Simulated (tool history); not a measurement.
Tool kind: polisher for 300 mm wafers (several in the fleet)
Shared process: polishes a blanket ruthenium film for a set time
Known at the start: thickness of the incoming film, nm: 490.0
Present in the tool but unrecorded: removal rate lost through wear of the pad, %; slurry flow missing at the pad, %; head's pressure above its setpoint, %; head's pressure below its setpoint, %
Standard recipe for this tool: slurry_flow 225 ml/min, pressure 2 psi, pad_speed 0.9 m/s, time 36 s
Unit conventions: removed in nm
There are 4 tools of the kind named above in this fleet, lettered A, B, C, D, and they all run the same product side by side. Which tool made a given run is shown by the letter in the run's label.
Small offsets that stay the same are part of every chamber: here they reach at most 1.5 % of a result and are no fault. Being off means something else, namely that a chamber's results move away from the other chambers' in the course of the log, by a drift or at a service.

run	hour	slurry_flow	pressure	pad_speed	time	wafers polished on this pad	hours since the slurry nozzle was cleaned	hours since the head pressure was calibrated	removed
1D	15.6	225	2	0.9	36	984	147.7	36.7	38.081
2C	23.6	225	2	0.9	36	1592	232.5	800.8	37.147
# hour 24.3: chamber C: worn pad replaced by a new one
# hour 27.2: chamber D: worn pad replaced by a new one
# hour 31.1: chamber A: worn pad replaced by a new one
3A	36.7	225	2	0.9	36	92	403.2	625.7	37.779
4B	44.2	225	2	0.9	36	1027	224.6	283	37.869
5A	51.8	225	2	0.9	36	339	418.3	640.8	37.894
# hour 57.4: chamber B: slurry nozzle cleaned
# hour 59.6: chamber B: worn pad replaced by a new one
6B	63.6	225	2	0.9	36	66	6.3	302.4	38.195
7D	76.5	225	2	0.9	36	806	208.6	97.6	38.353
# hour 78.6: chamber A: head pressure recalibrated
8C	83.5	225	2	0.9	46	969	292.4	860.7	47.764
9C	91.1	225	2	0.9	46	1093	300	868.3	48.041
# hour 100.3: chamber D: worn pad replaced by a new one
# hour 100.4: chamber C: worn pad replaced by a new one
10D	103	225	2	0.9	46	45	235.1	124.1	48.213
# hour 110: chamber A: worn pad replaced by a new one
11B	112.5	225	2	0.9	46	865	55.2	351.3	47.999
12A	126.8	225	2.3	0.9	36	275	493.3	48.2	43.172
# hour 138.9: chamber C: slurry nozzle cleaned
13D	139.2	225	2.3	0.9	36	637	271.3	160.3	44.154
# hour 144.4: chamber B: worn pad replaced by a new one
14C	151.9	225	2.3	0.9	36	842	13.1	929.1	43.537
15A	164.4	225	2.3	0.9	36	890	530.9	85.8	42.985
16B	175.4	225	2	0.9	36	507	118.1	414.2	38.454
# hour 182.6: chamber D: worn pad replaced by a new one
17A	190.6	225	2	0.9	36	1318	557.1	112	37.82
# hour 191.9: chamber C: worn pad replaced by a new one
# hour 201.4: chamber A: worn pad replaced by a new one
18B	203.1	225	2	0.9	36	960	145.8	441.9	38.223
19C	214	225	2	0.9	36	362	75.2	991.2	37.34
20D	228.7	225	2	0.9	36	754	360.8	249.8	37.639
# hour 232: chamber B: worn pad replaced by a new one
21B	236.8	285	2	1.14	36	80	179.5	475.6	49.595
22A	247.4	285	2	1.14	36	752	613.9	168.8	48.646
23C	260.7	285	2	1.14	36	1125	121.9	1037.9	48.59
# hour 265.9: chamber D: worn pad replaced by a new one
24D	273.3	285	2	1.14	36	122	405.4	294.4	49.239
# hour 279.7: chamber A: slurry nozzle cleaned
# hour 281.3: chamber C: worn pad replaced by a new one
25D	284.4	225	2	0.9	36	304	416.5	305.5	37.644
# hour 284.6: chamber B: slurry nozzle cleaned
# hour 292.7: chamber A: worn pad replaced by a new one
26A	298.7	225	2	0.7	29	98	19	220.1	23.587
# hour 311.2: chamber B: worn pad replaced by a new one
27C	313	225	2	0.7	29	519	174.2	1090.2	23.502
28B	323.7	225	2	0.7	29	204	39.1	562.5	23.946
29B	331.9	225	2	0.7	29	338	47.3	570.7	23.818
30D	347.2	225	2	0.9	36	1330	479.3	368.3	38.361
# hour 355.5: chamber D: worn pad replaced by a new one
31A	359.4	225	2	0.9	36	1091	79.7	280.8	37.443
# hour 366.6: chamber C: worn pad replaced by a new one
32C	374.9	225	2	0.9	36	135	236.1	1152.1	37.099
# hour 382.2: chamber A: worn pad replaced by a new one
33D	389.6	225	2	0.9	36	558	521.7	410.7	38.106
34C	403.9	225	2	0.9	36	610	265.1	1181.1	37.291
35A	412.5	225	2	0.9	36	496	132.8	333.9	37.998

For the next run the whole fleet of 4 chambers uses the same settings. Give each chamber's results:
36A	424	225	2	0.68	36				?
36B	424	225	2	0.68	36				?
36C	424	225	2	0.68	36				?
36D	424	225	2	0.68	36				?

run	removed
36A	28.461
36B	29.017
36C	28.033
36D	28.686
